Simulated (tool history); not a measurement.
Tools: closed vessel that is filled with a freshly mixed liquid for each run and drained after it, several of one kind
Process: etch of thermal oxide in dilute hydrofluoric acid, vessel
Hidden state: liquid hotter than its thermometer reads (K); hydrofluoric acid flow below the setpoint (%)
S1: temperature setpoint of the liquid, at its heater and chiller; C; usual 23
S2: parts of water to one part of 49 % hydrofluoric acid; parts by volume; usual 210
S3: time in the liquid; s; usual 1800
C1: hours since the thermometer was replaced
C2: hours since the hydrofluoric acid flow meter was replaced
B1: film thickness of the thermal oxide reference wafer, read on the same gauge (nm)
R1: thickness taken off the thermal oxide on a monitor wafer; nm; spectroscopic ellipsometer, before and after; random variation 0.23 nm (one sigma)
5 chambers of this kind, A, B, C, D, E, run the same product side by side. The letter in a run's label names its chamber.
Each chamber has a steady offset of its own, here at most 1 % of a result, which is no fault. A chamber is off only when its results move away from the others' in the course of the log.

run,hour,S1,S2,S3,C1,C2,B1,R1
1B,10.1,23,210,1800,417.8,1270.6,60.003,35.06
2C,17.9,23,210,1800,1463.9,1194.4,60.043,33.952
# hour 27.8: chamber C: hydrofluoric acid flow meter replaced
3A,28.6,23,210,1800,1378.6,808.1,59.991,34.15
4D,34.7,23,210,1800,865,763.4,60.018,34.687
5E,42.3,23,210,1800,1637.2,217.9,59.968,34.807
6B,52.9,20,150,1800,460.6,1313.4,60.036,45.527
7D,61.5,20,150,1800,891.8,790.2,59.997,46.27
8A,68.8,20,150,1800,1418.8,848.3,60.003,45.128
9C,78.9,20,150,1800,1524.9,51.1,59.99,45.625
# hour 83.5: chamber B: hydrofluoric acid flow meter replaced
10E,89.6,20,150,1800,1684.5,265.2,60.009,45.669
11B,98.5,23,210,1800,506.2,15.1,60.019,34.477
12A,108.8,23,210,1800,1458.8,888.3,59.959,34.706
13C,114.6,23,210,1800,1560.6,86.8,60.008,34.573
14D,125.8,23,210,1800,956.1,854.5,59.984,35.001
15E,136.3,20.5,210,1800,1731.2,311.9,60.006,31.399
16D,147.4,20.5,210,1800,977.7,876.1,59.995,31.455
17C,158.6,20.5,210,1800,1604.6,130.8,60.002,31.325
18E,164,20.5,210,1800,1758.9,339.6,60.003,31.565
19B,171,20.5,210,1800,578.7,87.6,60.002,31.394
20A,178.5,23,210,1800,1528.5,958,60.025,33.998
# hour 186: chamber D: hydrofluoric acid flow meter replaced
21E,189.5,23,210,1800,1784.4,365.1,60.009,34.685
22A,199.6,23,210,1800,1549.6,979.1,59.996,34.258
23C,208.8,23,300,1800,1654.8,181,59.999,21.918
# hour 211.6: chamber C: thermometer replaced
24D,217.9,23,300,1800,1048.2,32,59.981,22.555
25B,223.9,23,300,1800,631.6,140.5,60.018,22.335
26C,234.1,23,300,1800,22.5,206.3,59.989,22.002
27B,244.8,23,300,1800,652.5,161.4,60.001,22.057
28A,250.1,23,210,1800,1600.1,1029.6,59.99,34.157
29D,259.2,23,210,1800,1089.5,73.3,60.048,35.701
30E,265,23,210,1800,1859.9,440.6,59.964,34.863
31A,270.6,23,210,1800,1620.6,1050.1,60.012,34.632
32D,278.8,23,210,1800,1109.1,92.9,59.974,36.2

All 5 chambers run these settings next. Forecast each chamber's results:
33A,287.3,23,210,1800,,,,?
33B,287.3,23,210,1800,,,,?
33C,287.3,23,210,1800,,,,?
33D,287.3,23,210,1800,,,,?
33E,287.3,23,210,1800,,,,?

run,R1
33A,34.637
33B,34.436
33C,34.016
33D,35.236
33E,34.175

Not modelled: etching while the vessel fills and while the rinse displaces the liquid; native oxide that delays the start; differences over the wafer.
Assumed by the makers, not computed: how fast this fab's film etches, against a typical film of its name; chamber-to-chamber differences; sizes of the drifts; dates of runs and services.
